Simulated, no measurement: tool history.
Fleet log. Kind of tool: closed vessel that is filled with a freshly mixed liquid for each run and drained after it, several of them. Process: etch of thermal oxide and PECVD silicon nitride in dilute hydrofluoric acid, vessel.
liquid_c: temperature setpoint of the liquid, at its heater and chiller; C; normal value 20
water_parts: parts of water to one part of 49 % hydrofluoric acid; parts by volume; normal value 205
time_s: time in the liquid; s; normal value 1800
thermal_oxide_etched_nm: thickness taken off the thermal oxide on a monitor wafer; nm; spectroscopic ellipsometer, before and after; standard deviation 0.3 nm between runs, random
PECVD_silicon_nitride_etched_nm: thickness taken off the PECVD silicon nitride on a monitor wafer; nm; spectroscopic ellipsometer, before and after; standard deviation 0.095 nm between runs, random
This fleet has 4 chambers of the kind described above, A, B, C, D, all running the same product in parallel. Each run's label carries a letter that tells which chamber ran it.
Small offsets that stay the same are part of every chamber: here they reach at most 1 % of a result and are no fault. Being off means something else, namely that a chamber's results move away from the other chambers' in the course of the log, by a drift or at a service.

run   hour  liquid_c  water_parts  time_s  hours since the thermometer was replaced  hours since the hydrofluoric acid flow meter was replaced  read-back film thickness of the thermal oxide reference wafer, read on the same gauge (nm)  read-back film thickness of the PECVD silicon nitride reference wafer, read on the same gauge (nm)  thermal_oxide_etched_nm  PECVD_silicon_nitride_etched_nm
       2.2  -- chamber C: thermometer replaced
 1D    8.9        20          205    1800                                    1938.5                                                      322.6                                                                                      140.00                                                                                              110.00                   33.124                          11.5050
 2C   17.6        20          205    1800                                      15.5                                                     1610.5                                                                                      140.02                                                                                              110.00                   33.134                          11.5800
 3B   23.8        20          205    1800                                     494.7                                                      199.9                                                                                      140.01                                                                                              110.01                   31.840                          11.6350
 4A   30.3        20          205    1800                                     731.2                                                      135.6                                                                                      140.00                                                                                              109.99                   32.426                          11.5780
 5B   37.1        20          205    1800                                     508.0                                                      213.2                                                                                      140.01                                                                                              110.01                   32.815                          11.6080
 6C   44.9        20          205    1800                                      42.8                                                     1637.8                                                                                      139.99                                                                                              110.01                   32.795                          11.6440
 7D   54.2        20          140    2355                                    1983.8                                                      367.9                                                                                      140.02                                                                                              109.99                   66.289                          21.6070
 8A   59.6        20          140    2355                                     760.5                                                      164.9                                                                                      139.99                                                                                              110.00                   67.938                          22.2250
 9D   66.5        20          140    2355                                    1996.1                                                      380.2                                                                                      140.01                                                                                              109.99                   67.556                          21.4730
10B   77.5        20          140    2355                                     548.4                                                      253.6                                                                                      140.00                                                                                              110.01                   66.619                          22.1160
11A   82.6        20          205    1800                                     783.5                                                      187.9                                                                                      140.02                                                                                              110.00                   32.770                          11.4490
12C   88.3        20          245    1800                                      86.2                                                     1681.2                                                                                      139.99                                                                                              109.99                   26.903                           9.8929
13C   95.2        20          245    1800                                      93.1                                                     1688.1                                                                                      140.00                                                                                              110.01                   26.527                           9.7867
14B  103.2        20          245    1800                                     574.1                                                      279.3                                                                                      140.02                                                                                              110.00                   26.343                           9.8271
15D  112.1        20          245    1800                                    2041.7                                                      425.8                                                                                      139.98                                                                                              110.00                   25.283                           9.4256
16A  119.8        20          205    2235                                     820.7                                                      225.1                                                                                      140.00                                                                                              110.00                   40.273                          14.2860
17A  130.3        20          205    2235                                     831.2                                                      235.6                                                                                      139.99                                                                                              110.02                   40.673                          14.1980
18D  136.1        20          205    2235                                    2065.7                                                      449.8                                                                                      140.01                                                                                              110.00                   38.976                          13.8830
19C  142.3        20          205    2235                                     140.2                                                     1735.2                                                                                      139.99                                                                                              109.99                   41.161                          14.4120
20B  150.5        20          205    1800                                     621.4                                                      326.6                                                                                      140.00                                                                                              110.00                   32.873                          11.5280
21A  157.9        20          205    1800                                     858.8                                                      263.2                                                                                      139.99                                                                                              110.01                   32.891                          11.5990
22B  165.0        20          160    1045                                     635.9                                                      341.1                                                                                      139.99                                                                                              110.01                   25.779                           8.5571
23D  173.1        20          160    1045                                    2102.7                                                      486.8                                                                                      140.01                                                                                              110.00                   24.247                           8.0548
24C  183.2        20          160    1045                                     181.1                                                     1776.1                                                                                      140.00                                                                                              110.00                   25.542                           8.6908

All 4 chambers run these settings next. Forecast each chamber's results:
25A  191.3        20          205    2490                                                                                                                                                                                                                                                                                                                             ?                                ?
25B  191.3        20          205    2490                                                                                                                                                                                                                                                                                                                             ?                                ?
25C  191.3        20          205    2490                                                                                                                                                                                                                                                                                                                             ?                                ?
25D  191.3        20          205    2490                                                                                                                                                                                                                                                                                                                             ?                                ?

run  thermal_oxide_etched_nm  PECVD_silicon_nitride_etched_nm
25A                   44.613                          16.0490
25B                   44.523                          16.0070
25C                   46.205                          16.2910
25D                   43.083                          15.1510

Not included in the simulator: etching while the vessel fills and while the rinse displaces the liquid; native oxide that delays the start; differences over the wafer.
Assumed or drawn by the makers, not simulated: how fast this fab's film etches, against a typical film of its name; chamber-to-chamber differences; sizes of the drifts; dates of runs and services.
